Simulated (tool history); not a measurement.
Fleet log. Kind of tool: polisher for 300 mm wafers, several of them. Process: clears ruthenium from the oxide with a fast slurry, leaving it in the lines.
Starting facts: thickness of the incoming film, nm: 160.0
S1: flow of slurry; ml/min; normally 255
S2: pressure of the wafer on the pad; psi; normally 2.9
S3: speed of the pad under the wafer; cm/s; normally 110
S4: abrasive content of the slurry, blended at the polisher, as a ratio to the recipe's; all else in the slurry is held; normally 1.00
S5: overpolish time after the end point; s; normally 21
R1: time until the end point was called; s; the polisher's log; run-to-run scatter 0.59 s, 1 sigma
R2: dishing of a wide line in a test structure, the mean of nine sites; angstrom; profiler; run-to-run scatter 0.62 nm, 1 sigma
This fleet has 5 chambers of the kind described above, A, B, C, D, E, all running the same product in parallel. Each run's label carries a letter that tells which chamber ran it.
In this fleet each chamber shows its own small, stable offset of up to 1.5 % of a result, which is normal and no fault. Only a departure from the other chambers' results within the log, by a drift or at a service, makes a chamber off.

run   hour   S1   S2   S3    S4  S5      R1      R2
 1A    8.2  255  2.9  110  1.00  21  33.972  552.83
 2D   17.7  255  2.9  110  1.00  21  34.410  553.99
      25.2  -- chamber B: worn pad replaced by a new one
 3B   27.9  255  2.9  110  1.00  21  34.200  545.17
      31.7  -- chamber C: worn pad replaced by a new one
 4E   37.5  255  2.9  110  1.00  21  34.818  559.16
      42.5  -- chamber D: worn pad replaced by a new one
 5C   46.3  255  2.9  110  1.00  21  35.205  557.39
      56.7  -- chamber A: worn pad replaced by a new one
 6B   59.0  255  2.9  110  1.00  21  34.623  570.10
      64.7  -- chamber E: worn pad replaced by a new one
 7D   72.1  170  3.6  110  1.00  21  29.441  612.01
      72.9  -- chamber D: slurry blender recalibrated
 8C   82.2  170  3.6  110  1.00  21  30.240  608.05
 9A   89.5  170  3.6  110  1.00  21  29.781  600.99
10E   98.2  170  3.6  110  1.00  21  28.824  602.62
     104.1  -- chamber B: worn pad replaced by a new one
     107.0  -- chamber D: worn pad replaced by a new one
11E  111.8  170  3.6  110  1.00  21  29.757  602.48
12C  118.7  255  2.9  126  1.00  31  31.106  711.74
     119.0  -- chamber C: worn pad replaced by a new one
13A  124.9  255  2.9  126  1.00  31  30.826  705.69
     132.9  -- chamber E: worn pad replaced by a new one
14B  134.2  255  2.9  126  1.00  31  30.537  717.18
     137.5  -- chamber B: slurry nozzle cleaned
15D  146.7  255  2.9  126  1.00  31  30.759  716.27
     148.1  -- chamber A: worn pad replaced by a new one
16A  158.7  255  2.9  126  1.00  31  30.267  717.39
17D  171.5  255  2.9  110  1.00  21  34.843  558.80
18E  179.1  255  2.9  110  1.00  21  34.531  559.60
     179.6  -- chamber D: worn pad replaced by a new one
19B  185.4  255  2.9  110  1.00  21  35.049  551.34
20C  192.1  255  2.9  110  1.00  21  35.075  558.70
     201.5  -- chamber E: worn pad replaced by a new one
     201.6  -- chamber B: worn pad replaced by a new one
21A  203.0  255  2.9  110  1.00  21  35.401  534.51
     207.6  -- chamber C: worn pad replaced by a new one
     210.9  -- chamber E: slurry blender recalibrated
22C  214.2  255  2.9  110  1.00  21  36.100  546.88
     220.4  -- chamber D: slurry blender recalibrated
23D  224.6  255  2.9  110  1.00  21  34.784  552.11
     228.4  -- chamber A: head pressure recalibrated
24B  238.5  255  2.9  110  1.00  21  34.515  551.12
     239.5  -- chamber B: slurry blender recalibrated
     240.2  -- chamber C: slurry nozzle cleaned
25E  247.2  255  2.9  110  1.00  21  34.684  567.60
     252.6  -- chamber D: worn pad replaced by a new one
26C  253.1  255  2.9  110  1.00  21  35.065  545.19
27A  265.4  255  2.9  110  1.00  21  36.717  535.61
     268.6  -- chamber A: worn pad replaced by a new one
28E  275.6  255  2.9  110  1.00  21  34.749  561.52
     279.7  -- chamber E: worn pad replaced by a new one
     281.3  -- chamber D: head pressure recalibrated
29B  281.8  255  2.9  110  1.00  21  34.117  549.12
     283.8  -- chamber B: worn pad replaced by a new one
     293.1  -- chamber C: worn pad replaced by a new one
30D  293.3  255  2.9  110  1.00  21  35.685  560.75
31E  301.7  255  2.9  110  1.00  21  35.085  559.10
32D  311.5  320  2.9  110  1.25  21  29.993  600.17
     312.4  -- chamber D: slurry nozzle cleaned
     314.8  -- chamber A: slurry nozzle cleaned
     320.6  -- chamber D: worn pad replaced by a new one
33C  322.3  320  2.9  110  1.25  21  31.466  583.30
34B  334.3  320  2.9  110  1.25  21  30.279  591.93
35A  344.6  320  2.9  110  1.25  21  32.708  577.77
36D  354.1  320  2.9  110  1.25  21  29.889  595.12
37B  362.6  255  2.9  110  1.00  21  33.686  556.10

Each of the 5 chambers runs these same settings next. Fill in every chamber's results:
38A  372.4  255  2.9  110  1.00  21   ?   ?
38B  372.4  255  2.9  110  1.00  21   ?   ?
38C  372.4  255  2.9  110  1.00  21   ?   ?
38D  372.4  255  2.9  110  1.00  21   ?   ?
38E  372.4  255  2.9  110  1.00  21   ?   ?

run      R1      R2
38A  37.857  529.91
38B  34.252  545.59
38C  34.944  546.13
38D  33.976  560.37
38E  34.968  555.06
